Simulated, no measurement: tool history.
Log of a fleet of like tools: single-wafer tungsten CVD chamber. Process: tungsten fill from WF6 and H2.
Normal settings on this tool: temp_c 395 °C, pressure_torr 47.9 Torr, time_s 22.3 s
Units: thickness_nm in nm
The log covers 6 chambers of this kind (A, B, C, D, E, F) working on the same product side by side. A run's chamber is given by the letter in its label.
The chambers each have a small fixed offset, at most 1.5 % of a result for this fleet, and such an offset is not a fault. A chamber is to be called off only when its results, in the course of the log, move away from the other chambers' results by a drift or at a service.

run,day,temp_c,pressure_torr,time_s,"read-back reference wafer on the same gauge, thickness_nm",thickness_nm
1D,0.225,395,47.9,22.3,79.060,74.460
2F,0.529,395,47.9,22.3,78.956,72.754
3C,0.846,395,47.9,22.3,78.915,73.606
4E,1.217,395,47.9,22.3,78.991,73.701
5A,1.629,395,47.9,22.3,79.029,72.232
6B,2.008,395,47.9,22.3,78.964,73.215
7D,2.329,395,47.9,22.3,79.088,73.984
8A,2.792,395,47.9,22.3,79.021,73.102
9C,3.054,395,47.9,22.3,78.987,72.994
10E,3.400,395,47.9,22.3,79.028,73.944
11F,3.812,395,47.9,22.3,78.940,73.129
12B,4.112,395,47.9,22.3,79.103,73.007
13C,4.379,382,40.2,22.3,78.956,52.517
14F,4.729,382,40.2,22.3,79.009,52.429
15B,5.146,382,40.2,22.3,78.972,51.828
16E,5.512,382,40.2,22.3,79.093,53.063
17A,5.788,382,40.2,22.3,78.980,52.230
18D,6.262,382,40.2,22.3,78.970,53.231
19A,6.629,395,47.9,22.3,79.013,72.446
20F,6.896,395,47.9,22.3,79.016,73.279
21B,7.354,395,47.9,22.3,78.961,73.174
22C,7.633,395,47.9,22.3,79.011,73.374
23E,7.929,395,47.9,22.3,79.019,74.708
24D,8.262,395,47.9,22.3,78.975,74.435
# day 8.346: chamber D: thermocouple changed; heater temperature recalibrated
25D,8.738,395,47.9,22.3,78.961,74.383
26E,9.083,395,47.9,22.3,78.940,75.048
27C,9.462,395,47.9,22.3,78.946,73.377
28A,9.842,408,47.9,22.3,79.028,91.613
29B,10.329,408,47.9,22.3,79.039,92.209
30F,10.688,408,47.9,22.3,78.976,93.193
31D,11.104,408,47.9,22.3,78.984,93.742
32E,11.517,408,47.9,22.3,78.999,95.943
33C,11.746,408,47.9,22.3,79.071,92.941
34F,12.092,395,47.9,22.3,78.958,73.196
35B,12.471,395,47.9,22.3,79.029,73.053
36A,12.921,395,47.9,22.3,79.019,72.528
37E,13.442,395,47.9,22.3,79.076,75.905
38A,13.829,395,47.9,22.3,78.986,72.685
39F,14.221,395,47.9,25.2,79.027,83.326
40D,14.554,395,47.9,25.2,78.972,83.329
41C,14.971,395,47.9,25.2,78.971,82.528

All 6 chambers run these settings next. Forecast each chamber's results:
42A,15.342,395,47.9,20.1,,?
42B,15.342,395,47.9,20.1,,?
42C,15.342,395,47.9,20.1,,?
42D,15.342,395,47.9,20.1,,?
42E,15.342,395,47.9,20.1,,?
42F,15.342,395,47.9,20.1,,?

run,thickness_nm
42A,65.630
42B,65.458
42C,65.638
42D,66.917
42E,69.136
42F,66.089
